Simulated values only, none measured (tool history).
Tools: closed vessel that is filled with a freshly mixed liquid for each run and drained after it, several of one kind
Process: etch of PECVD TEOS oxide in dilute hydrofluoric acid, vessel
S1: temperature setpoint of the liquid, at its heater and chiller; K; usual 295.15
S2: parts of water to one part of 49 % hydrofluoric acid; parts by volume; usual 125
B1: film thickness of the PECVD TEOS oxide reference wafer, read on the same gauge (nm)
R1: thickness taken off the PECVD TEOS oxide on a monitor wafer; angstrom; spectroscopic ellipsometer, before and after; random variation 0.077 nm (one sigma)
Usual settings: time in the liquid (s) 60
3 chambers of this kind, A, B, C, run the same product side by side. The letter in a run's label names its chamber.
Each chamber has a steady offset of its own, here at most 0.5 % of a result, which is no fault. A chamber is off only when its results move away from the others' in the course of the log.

{"run": "1B", "hour": 13.1, "S1": 295.15, "S2": 125, "time in the liquid (s)": 60, "B1": 39.991, "R1": 100.44}
{"run": "2A", "hour": 23.9, "S1": 295.15, "S2": 125, "time in the liquid (s)": 60, "B1": 39.979, "R1": 101.11}
{"run": "3C", "hour": 35.1, "S1": 295.15, "S2": 125, "time in the liquid (s)": 60, "B1": 39.978, "R1": 100.46}
{"run": "4A", "hour": 44.3, "S1": 295.15, "S2": 125, "time in the liquid (s)": 60, "B1": 39.979, "R1": 101.06}
{"run": "5C", "hour": 54.6, "S1": 295.15, "S2": 125, "time in the liquid (s)": 60, "B1": 39.965, "R1": 100.3}
{"run": "6B", "hour": 61.6, "S1": 295.15, "S2": 125, "time in the liquid (s)": 60, "B1": 40.006, "R1": 99.876}
{"run": "7A", "hour": 75.9, "S1": 295.15, "S2": 125, "time in the liquid (s)": 60, "B1": 40.002, "R1": 100.35}
{"run": "8B", "hour": 87.9, "S1": 295.15, "S2": 125, "time in the liquid (s)": 60, "B1": 40.004, "R1": 101.0}
{"run": "9C", "hour": 97.8, "S1": 295.15, "S2": 125, "time in the liquid (s)": 60, "B1": 40.02, "R1": 100.66}
{"run": "10B", "hour": 110.8, "S1": 295.15, "S2": 125, "time in the liquid (s)": 30, "B1": 40.009, "R1": 50.103}
{"run": "11A", "hour": 123.3, "S1": 295.15, "S2": 125, "time in the liquid (s)": 30, "B1": 39.994, "R1": 49.968}
{"run": "12C", "hour": 133.3, "S1": 295.15, "S2": 125, "time in the liquid (s)": 30, "B1": 39.975, "R1": 50.05}
{"run": "13B", "hour": 145.9, "S1": 295.15, "S2": 125, "time in the liquid (s)": 60, "B1": 39.982, "R1": 98.794}
{"run": "14C", "hour": 159.6, "S1": 295.15, "S2": 125, "time in the liquid (s)": 60, "B1": 39.974, "R1": 100.03}
{"run": "15A", "hour": 171.6, "S1": 295.15, "S2": 125, "time in the liquid (s)": 60, "B1": 39.994, "R1": 102.0}
{"run": "16C", "hour": 181.3, "S1": 295.15, "S2": 125, "time in the liquid (s)": 60, "B1": 40.057, "R1": 102.01}
{"run": "17B", "hour": 188.6, "S1": 295.15, "S2": 125, "time in the liquid (s)": 60, "B1": 39.996, "R1": 100.52}
{"run": "18A", "hour": 201.1, "S1": 295.15, "S2": 125, "time in the liquid (s)": 60, "B1": 39.992, "R1": 99.8}
{"run": "19A", "hour": 214.1, "S1": 295.15, "S2": 125, "time in the liquid (s)": 35, "B1": 40.001, "R1": 58.764}
{"run": "20B", "hour": 227.9, "S1": 295.15, "S2": 125, "time in the liquid (s)": 35, "B1": 40.035, "R1": 58.228}
{"run": "21C", "hour": 240.5, "S1": 295.15, "S2": 125, "time in the liquid (s)": 35, "B1": 40.018, "R1": 59.069}
{"run": "22A", "hour": 250.7, "S1": 299.15, "S2": 125, "time in the liquid (s)": 60, "B1": 40.008, "R1": 117.6}
{"hour": 256.2, "done": "chamber B: thermometer replaced"}
{"run": "23B", "hour": 262.2, "S1": 299.15, "S2": 125, "time in the liquid (s)": 60, "B1": 39.976, "R1": 116.83}
{"run": "24C", "hour": 270.1, "S1": 299.15, "S2": 125, "time in the liquid (s)": 60, "B1": 40.001, "R1": 117.14}
{"run": "25C", "hour": 277.1, "S1": 295.15, "S2": 125, "time in the liquid (s)": 60, "B1": 40.039, "R1": 100.43}
{"run": "26B", "hour": 291.0, "S1": 295.15, "S2": 125, "time in the liquid (s)": 60, "B1": 40.015, "R1": 99.594}
{"run": "27A", "hour": 304.9, "S1": 295.15, "S2": 125, "time in the liquid (s)": 60, "B1": 39.998, "R1": 100.49}
{"run": "28A", "hour": 312.4, "S1": 295.15, "S2": 125, "time in the liquid (s)": 60, "B1": 39.964, "R1": 99.444}
{"run": "29B", "hour": 324.7, "S1": 295.15, "S2": 125, "time in the liquid (s)": 60, "B1": 40.002, "R1": 100.92}
{"run": "30C", "hour": 331.1, "S1": 295.15, "S2": 125, "time in the liquid (s)": 60, "B1": 39.984, "R1": 100.13}
{"run": "31A", "hour": 340.6, "S1": 295.15, "S2": 125, "time in the liquid (s)": 60, "B1": 39.988, "R1": 100.53}
{"run": "32C", "hour": 352.4, "S1": 295.15, "S2": 125, "time in the liquid (s)": 60, "B1": 40.018, "R1": 101.98}
{"run": "33B", "hour": 362.4, "S1": 295.15, "S2": 90, "time in the liquid (s)": 60, "B1": 39.981, "R1": 145.17}
{"run": "34B", "hour": 370.5, "S1": 295.15, "S2": 90, "time in the liquid (s)": 60, "B1": 39.979, "R1": 145.7}
{"run": "35A", "hour": 383.4, "S1": 295.15, "S2": 90, "time in the liquid (s)": 60, "B1": 39.994, "R1": 144.26}
{"hour": 388.4, "done": "chamber A: thermometer replaced"}
{"run": "36C", "hour": 394.6, "S1": 295.15, "S2": 125, "time in the liquid (s)": 85, "B1": 40.008, "R1": 143.34}
{"run": "37A", "hour": 408.2, "S1": 295.15, "S2": 125, "time in the liquid (s)": 85, "B1": 39.949, "R1": 141.24}
{"run": "38B", "hour": 414.4, "S1": 295.15, "S2": 125, "time in the liquid (s)": 85, "B1": 40.013, "R1": 142.24}
{"run": "39C", "hour": 426.1, "S1": 295.15, "S2": 125, "time in the liquid (s)": 60, "B1": 39.995, "R1": 100.58}
{"run": "40B", "hour": 437.2, "S1": 295.15, "S2": 125, "time in the liquid (s)": 60, "B1": 39.967, "R1": 100.52}
{"run": "41C", "hour": 447.4, "S1": 295.15, "S2": 125, "time in the liquid (s)": 60, "B1": 40.0, "R1": 99.986}
{"run": "42A", "hour": 454.4, "S1": 295.15, "S2": 125, "time in the liquid (s)": 60, "B1": 39.971, "R1": 101.64}
{"run": "43C", "hour": 466.3, "S1": 295.15, "S2": 125, "time in the liquid (s)": 60, "B1": 40.001, "R1": 100.7}
{"run": "44A", "hour": 475.0, "S1": 295.15, "S2": 80, "time in the liquid (s)": 60, "B1": 40.001, "R1": 162.04}

Next, every chamber runs the same settings. What will each give?
{"run": "45A", "hour": 485.2, "S1": 290.65, "S2": 125, "time in the liquid (s)": 60, "R1": "?"}
{"run": "45B", "hour": 485.2, "S1": 290.65, "S2": 125, "time in the liquid (s)": 60, "R1": "?"}
{"run": "45C", "hour": 485.2, "S1": 290.65, "S2": 125, "time in the liquid (s)": 60, "R1": "?"}

run=45A R1=84.326
run=45B R1=82.938
run=45C R1=83.599
